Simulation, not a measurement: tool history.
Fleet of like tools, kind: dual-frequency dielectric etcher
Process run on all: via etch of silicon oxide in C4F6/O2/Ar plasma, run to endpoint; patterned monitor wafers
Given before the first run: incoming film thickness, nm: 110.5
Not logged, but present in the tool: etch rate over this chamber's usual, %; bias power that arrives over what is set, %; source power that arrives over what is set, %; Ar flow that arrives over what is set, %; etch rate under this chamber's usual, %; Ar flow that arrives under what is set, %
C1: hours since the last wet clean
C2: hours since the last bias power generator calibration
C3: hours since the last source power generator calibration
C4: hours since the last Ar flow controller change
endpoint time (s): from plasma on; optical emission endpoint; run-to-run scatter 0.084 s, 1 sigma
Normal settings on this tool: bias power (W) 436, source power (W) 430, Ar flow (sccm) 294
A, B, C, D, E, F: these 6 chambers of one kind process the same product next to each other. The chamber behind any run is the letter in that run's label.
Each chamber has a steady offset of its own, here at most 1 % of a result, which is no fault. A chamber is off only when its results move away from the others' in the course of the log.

{"run": "1E", "day": 0.358, "bias power (W)": 436, "source power (W)": 430, "Ar flow (sccm)": 294, "C1": 81.4, "C2": 2308.7, "C3": 582.4, "C4": 32.4, "endpoint time (s)": 24.75}
{"run": "2D", "day": 0.871, "bias power (W)": 436, "source power (W)": 430, "Ar flow (sccm)": 294, "C1": 33.4, "C2": 813.1, "C3": 3381.2, "C4": 5258.5, "endpoint time (s)": 24.955}
{"run": "3C", "day": 1.183, "bias power (W)": 436, "source power (W)": 430, "Ar flow (sccm)": 294, "C1": 303.7, "C2": 138.9, "C3": 4458.1, "C4": 1685.2, "endpoint time (s)": 24.844}
{"run": "4B", "day": 1.671, "bias power (W)": 436, "source power (W)": 430, "Ar flow (sccm)": 294, "C1": 91.4, "C2": 1170.2, "C3": 844.9, "C4": 1248.9, "endpoint time (s)": 24.663}
{"run": "5A", "day": 2.138, "bias power (W)": 436, "source power (W)": 430, "Ar flow (sccm)": 294, "C1": 522.3, "C2": 2480.1, "C3": 706.3, "C4": 164.4, "endpoint time (s)": 24.962}
{"day": 2.271, "done": "chamber F: bias power generator calibrated"}
{"run": "6F", "day": 2.579, "bias power (W)": 436, "source power (W)": 430, "Ar flow (sccm)": 294, "C1": 401.5, "C2": 7.4, "C3": 1320.3, "C4": 239.6, "endpoint time (s)": 24.954}
{"run": "7A", "day": 3.071, "bias power (W)": 436, "source power (W)": 430, "Ar flow (sccm)": 294, "C1": 544.7, "C2": 2502.5, "C3": 728.7, "C4": 186.8, "endpoint time (s)": 24.91}
{"day": 3.154, "done": "chamber A: wet clean of the chamber"}
{"run": "8E", "day": 3.296, "bias power (W)": 436, "source power (W)": 490, "Ar flow (sccm)": 245, "C1": 151.9, "C2": 2379.2, "C3": 652.9, "C4": 102.9, "endpoint time (s)": 23.24}
{"run": "9F", "day": 3.6, "bias power (W)": 436, "source power (W)": 490, "Ar flow (sccm)": 245, "C1": 426, "C2": 31.9, "C3": 1344.8, "C4": 264.1, "endpoint time (s)": 23.286}
{"run": "10C", "day": 3.988, "bias power (W)": 436, "source power (W)": 490, "Ar flow (sccm)": 245, "C1": 371, "C2": 206.2, "C3": 4525.4, "C4": 1752.5, "endpoint time (s)": 23.255}
{"day": 4.371, "done": "chamber D: Ar flow controller replaced"}
{"day": 4.417, "done": "chamber C: source power generator calibrated"}
{"run": "11D", "day": 4.488, "bias power (W)": 436, "source power (W)": 490, "Ar flow (sccm)": 245, "C1": 120.2, "C2": 899.9, "C3": 3468, "C4": 2.9, "endpoint time (s)": 23.395}
{"run": "12B", "day": 4.938, "bias power (W)": 436, "source power (W)": 490, "Ar flow (sccm)": 245, "C1": 169.8, "C2": 1248.6, "C3": 923.3, "C4": 1327.3, "endpoint time (s)": 23.047}
{"run": "13E", "day": 5.446, "bias power (W)": 436, "source power (W)": 490, "Ar flow (sccm)": 245, "C1": 203.5, "C2": 2430.8, "C3": 704.5, "C4": 154.5, "endpoint time (s)": 23.164}
{"run": "14A", "day": 5.908, "bias power (W)": 436, "source power (W)": 430, "Ar flow (sccm)": 294, "C1": 66.1, "C2": 2570.6, "C3": 796.8, "C4": 254.9, "endpoint time (s)": 24.954}
{"run": "15D", "day": 6.404, "bias power (W)": 351, "source power (W)": 430, "Ar flow (sccm)": 294, "C1": 166.2, "C2": 945.9, "C3": 3514, "C4": 48.9, "endpoint time (s)": 27.006}
{"run": "16C", "day": 6.729, "bias power (W)": 351, "source power (W)": 430, "Ar flow (sccm)": 294, "C1": 436.8, "C2": 272, "C3": 55.6, "C4": 1818.3, "endpoint time (s)": 26.68}
{"run": "17F", "day": 6.967, "bias power (W)": 351, "source power (W)": 430, "Ar flow (sccm)": 294, "C1": 506.8, "C2": 112.7, "C3": 1425.6, "C4": 344.9, "endpoint time (s)": 27.034}
{"run": "18B", "day": 7.288, "bias power (W)": 351, "source power (W)": 430, "Ar flow (sccm)": 294, "C1": 226.2, "C2": 1305, "C3": 979.7, "C4": 1383.7, "endpoint time (s)": 26.689}
{"day": 7.321, "done": "chamber F: wet clean of the chamber"}
{"run": "19E", "day": 7.642, "bias power (W)": 351, "source power (W)": 430, "Ar flow (sccm)": 294, "C1": 256.2, "C2": 2483.5, "C3": 757.2, "C4": 207.2, "endpoint time (s)": 26.906}
{"run": "20F", "day": 7.917, "bias power (W)": 351, "source power (W)": 430, "Ar flow (sccm)": 294, "C1": 14.4, "C2": 135.5, "C3": 1448.4, "C4": 367.7, "endpoint time (s)": 27.014}
{"run": "21B", "day": 8.212, "bias power (W)": 436, "source power (W)": 430, "Ar flow (sccm)": 294, "C1": 248.4, "C2": 1327.2, "C3": 1001.9, "C4": 1405.9, "endpoint time (s)": 24.626}
{"run": "22A", "day": 8.671, "bias power (W)": 495, "source power (W)": 430, "Ar flow (sccm)": 294, "C1": 132.4, "C2": 2636.9, "C3": 863.1, "C4": 321.2, "endpoint time (s)": 23.839}
{"run": "23D", "day": 8.962, "bias power (W)": 495, "source power (W)": 430, "Ar flow (sccm)": 294, "C1": 227.6, "C2": 1007.3, "C3": 3575.4, "C4": 110.3, "endpoint time (s)": 23.865}
{"run": "24C", "day": 9.446, "bias power (W)": 495, "source power (W)": 430, "Ar flow (sccm)": 294, "C1": 502, "C2": 337.2, "C3": 120.8, "C4": 1883.5, "endpoint time (s)": 23.36}
{"run": "25F", "day": 9.9, "bias power (W)": 495, "source power (W)": 430, "Ar flow (sccm)": 294, "C1": 62, "C2": 183.1, "C3": 1496, "C4": 415.3, "endpoint time (s)": 23.834}
{"run": "26D", "day": 10.375, "bias power (W)": 495, "source power (W)": 430, "Ar flow (sccm)": 294, "C1": 261.5, "C2": 1041.2, "C3": 3609.3, "C4": 144.2, "endpoint time (s)": 23.799}
{"run": "27A", "day": 10.796, "bias power (W)": 495, "source power (W)": 430, "Ar flow (sccm)": 294, "C1": 183.4, "C2": 2687.9, "C3": 914.1, "C4": 372.2, "endpoint time (s)": 23.723}
{"run": "28C", "day": 11.088, "bias power (W)": 436, "source power (W)": 430, "Ar flow (sccm)": 294, "C1": 541.4, "C2": 376.6, "C3": 160.2, "C4": 1922.9, "endpoint time (s)": 24.547}
{"day": 11.229, "done": "chamber E: wet clean of the chamber"}
{"run": "29E", "day": 11.333, "bias power (W)": 436, "source power (W)": 430, "Ar flow (sccm)": 294, "C1": 2.6, "C2": 2572.1, "C3": 845.8, "C4": 295.8, "endpoint time (s)": 24.953}
{"run": "30B", "day": 11.558, "bias power (W)": 436, "source power (W)": 430, "Ar flow (sccm)": 294, "C1": 328.7, "C2": 1407.5, "C3": 1082.2, "C4": 1486.2, "endpoint time (s)": 24.53}
{"run": "31D", "day": 12.033, "bias power (W)": 436, "source power (W)": 430, "Ar flow (sccm)": 294, "C1": 301.3, "C2": 1081, "C3": 3649.1, "C4": 184, "endpoint time (s)": 24.951}
{"run": "32C", "day": 12.262, "bias power (W)": 436, "source power (W)": 430, "Ar flow (sccm)": 294, "C1": 569.6, "C2": 404.8, "C3": 188.4, "C4": 1951.1, "endpoint time (s)": 24.299}
{"run": "33E", "day": 12.529, "bias power (W)": 436, "source power (W)": 430, "Ar flow (sccm)": 294, "C1": 31.3, "C2": 2600.8, "C3": 874.5, "C4": 324.5, "endpoint time (s)": 24.823}
{"run": "34A", "day": 13.017, "bias power (W)": 436, "source power (W)": 430, "Ar flow (sccm)": 294, "C1": 236.7, "C2": 2741.2, "C3": 967.4, "C4": 425.5, "endpoint time (s)": 24.983}
{"run": "35F", "day": 13.496, "bias power (W)": 436, "source power (W)": 430, "Ar flow (sccm)": 294, "C1": 148.3, "C2": 269.4, "C3": 1582.3, "C4": 501.6, "endpoint time (s)": 24.937}
{"run": "36B", "day": 13.833, "bias power (W)": 436, "source power (W)": 430, "Ar flow (sccm)": 294, "C1": 383.3, "C2": 1462.1, "C3": 1136.8, "C4": 1540.8, "endpoint time (s)": 24.683}

Predict what each chamber gives when all 6 of them run the settings below next.
{"run": "37A", "day": 14.204, "bias power (W)": 436, "source power (W)": 430, "Ar flow (sccm)": 294, "endpoint time (s)": "?"}
{"run": "37B", "day": 14.204, "bias power (W)": 436, "source power (W)": 430, "Ar flow (sccm)": 294, "endpoint time (s)": "?"}
{"run": "37C", "day": 14.204, "bias power (W)": 436, "source power (W)": 430, "Ar flow (sccm)": 294, "endpoint time (s)": "?"}
{"run": "37D", "day": 14.204, "bias power (W)": 436, "source power (W)": 430, "Ar flow (sccm)": 294, "endpoint time (s)": "?"}
{"run": "37E", "day": 14.204, "bias power (W)": 436, "source power (W)": 430, "Ar flow (sccm)": 294, "endpoint time (s)": "?"}
{"run": "37F", "day": 14.204, "bias power (W)": 436, "source power (W)": 430, "Ar flow (sccm)": 294, "endpoint time (s)": "?"}

run=37A endpoint_time_(s)=25.176
run=37B endpoint_time_(s)=24.532
run=37C endpoint_time_(s)=24.165
run=37D endpoint_time_(s)=24.972
run=37E endpoint_time_(s)=24.836
run=37F endpoint_time_(s)=25.096
